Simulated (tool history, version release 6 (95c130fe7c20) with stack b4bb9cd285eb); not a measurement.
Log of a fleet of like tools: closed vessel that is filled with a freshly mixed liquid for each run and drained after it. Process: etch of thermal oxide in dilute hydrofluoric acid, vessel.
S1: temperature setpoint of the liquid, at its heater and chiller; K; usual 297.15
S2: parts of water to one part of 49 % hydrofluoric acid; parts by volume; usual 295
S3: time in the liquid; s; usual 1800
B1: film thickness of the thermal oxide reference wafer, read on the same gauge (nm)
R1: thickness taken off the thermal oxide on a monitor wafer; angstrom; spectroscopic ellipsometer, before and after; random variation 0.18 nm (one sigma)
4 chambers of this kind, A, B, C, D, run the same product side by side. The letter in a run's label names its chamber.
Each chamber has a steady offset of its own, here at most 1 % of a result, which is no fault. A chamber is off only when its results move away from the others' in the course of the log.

Run 1C, hour 9.3: usual settings; B1 70.002. Result: R1 222.56 angstrom.
Run 2B, hour 23.2: usual settings; B1 69.986. Result: R1 225.06 angstrom.
Run 3A, hour 34.4: usual settings; B1 70.003. Result: R1 225.95 angstrom.
Run 4D, hour 47.3: usual settings; B1 69.976. Result: R1 221.04 angstrom.
Run 5D, hour 58.4: usual settings; B1 70.023. Result: R1 223.32 angstrom.
Run 6B, hour 67.0: usual settings but S3 2480 s; B1 69.990. Result: R1 311.72 angstrom.
Run 7A, hour 77.3: usual settings but S3 2480 s; B1 69.963. Result: R1 306.88 angstrom.
Run 8C, hour 88.7: usual settings but S3 2480 s; B1 69.971. Result: R1 307.32 angstrom.
Run 9B, hour 102.1: usual settings but S3 2480 s; B1 70.029. Result: R1 309.61 angstrom.
Run 10A, hour 109.8: usual settings; B1 69.931. Result: R1 227.58 angstrom.
Run 11D, hour 119.8: usual settings; B1 69.996. Result: R1 224.25 angstrom.
Run 12C, hour 127.1: usual settings; B1 70.034. Result: R1 221.92 angstrom.
Run 13C, hour 137.0: usual settings but S2 215 parts by volume; B1 69.954. Result: R1 331.11 angstrom.
Run 14A, hour 144.4: usual settings but S2 215 parts by volume; B1 69.951. Result: R1 338.14 angstrom.
Run 15B, hour 160.2: usual settings but S2 215 parts by volume; B1 69.977. Result: R1 334.17 angstrom.
Run 16D, hour 173.1: usual settings but S2 215 parts by volume; B1 69.944. Result: R1 332.42 angstrom.
Run 17D, hour 182.5: usual settings; B1 70.002. Result: R1 222.63 angstrom.
Run 18C, hour 198.2: usual settings; B1 69.960. Result: R1 224.55 angstrom.
Run 19A, hour 209.9: usual settings; B1 70.023. Result: R1 226.81 angstrom.
Run 20B, hour 225.6: usual settings but S1 301.65 K, S2 230 parts by volume; B1 69.962. Result: R1 359.44 angstrom.
Run 21C, hour 237.5: usual settings but S1 301.65 K, S2 230 parts by volume; B1 70.002. Result: R1 356.95 angstrom.
At hour 241.6: chamber D: thermometer replaced.
Run 22A, hour 251.0: usual settings but S1 301.65 K, S2 230 parts by volume; B1 70.000. Result: R1 373.98 angstrom.
Run 23B, hour 263.3: usual settings but S1 301.65 K, S2 230 parts by volume; B1 69.990. Result: R1 356.93 angstrom.
Run 24D, hour 275.5: usual settings but S2 405 parts by volume; B1 69.989. Result: R1 144.83 angstrom.
Run 25B, hour 285.9: usual settings but S2 405 parts by volume; B1 69.981. Result: R1 148.82 angstrom.
Run 26C, hour 295.8: usual settings but S2 405 parts by volume; B1 70.043. Result: R1 146.95 angstrom.
At hour 300.2: chamber A: thermometer replaced.
Run 27D, hour 305.3: usual settings but S2 405 parts by volume; B1 69.987. Result: R1 144.63 angstrom.
Run 28A, hour 316.1: usual settings; B1 70.033. Result: R1 232.96 angstrom.
Run 29A, hour 323.7: usual settings; B1 70.012. Result: R1 238.62 angstrom.
Run 30C, hour 333.0: usual settings; B1 69.933. Result: R1 223.17 angstrom.
Run 31D, hour 342.4: usual settings; B1 69.967. Result: R1 222.10 angstrom.
Run 32B, hour 355.7: usual settings; B1 69.985. Result: R1 224.22 angstrom.
Run 33A, hour 363.2: usual settings; B1 69.997. Result: R1 238.46 angstrom.
Run 34B, hour 378.5: usual settings; B1 69.989. Result: R1 226.20 angstrom.
Run 35C, hour 389.3: usual settings; B1 70.036. Result: R1 223.85 angstrom.
Run 36D, hour 401.0: usual settings; B1 69.966. Result: R1 221.05 angstrom.
Run 37A, hour 411.4: usual settings; B1 70.021. Result: R1 239.80 angstrom.
Run 38B, hour 427.5: usual settings; B1 70.031. Result: R1 226.66 angstrom.
Run 39D, hour 435.2: usual settings; B1 69.988. Result: R1 222.31 angstrom.
Run 40C, hour 448.5: usual settings; B1 70.043. Result: R1 225.69 angstrom.
Run 41C, hour 458.0: usual settings; B1 70.031. Result: R1 226.30 angstrom.
Run 42D, hour 465.0: usual settings; B1 69.997. Result: R1 226.75 angstrom.

Is one chamber off against the others, does the gauge drift, or is nothing wrong? If a chamber is off, say which, and what the likeliest cause is.

Chamber A drifts away from the others.
Cause: hydrofluoric acid flow above the setpoint (%) = 5.51.

Here are 4 candidates for chamber A's next run, each the usual settings with a change, their results left as question marks. Which one brings its results back in line with what the others give on the usual settings?
In line means no further than this from the other chambers' mean on the usual settings: R1 6.40 angstrom
Run 43A-1, hour 476.6: usual settings but S3 1935 s. Result: R1 ?.
Run 43A-2, hour 476.6: usual settings but S1 297.65 K, S3 2045 s. Result: R1 ?.
Run 43A-3, hour 476.6: usual settings but S3 1535 s. Result: R1 ?.
Run 43A-4, hour 476.6: usual settings but S2 315 parts by volume. Result: R1 ?.

The other chambers' mean on the usual settings: R1 223.84 angstrom
  run      R1
43A-1  258.91
43A-2  278.56
43A-3  205.39
43A-4  221.26
43A-4 brings the chamber back in line.
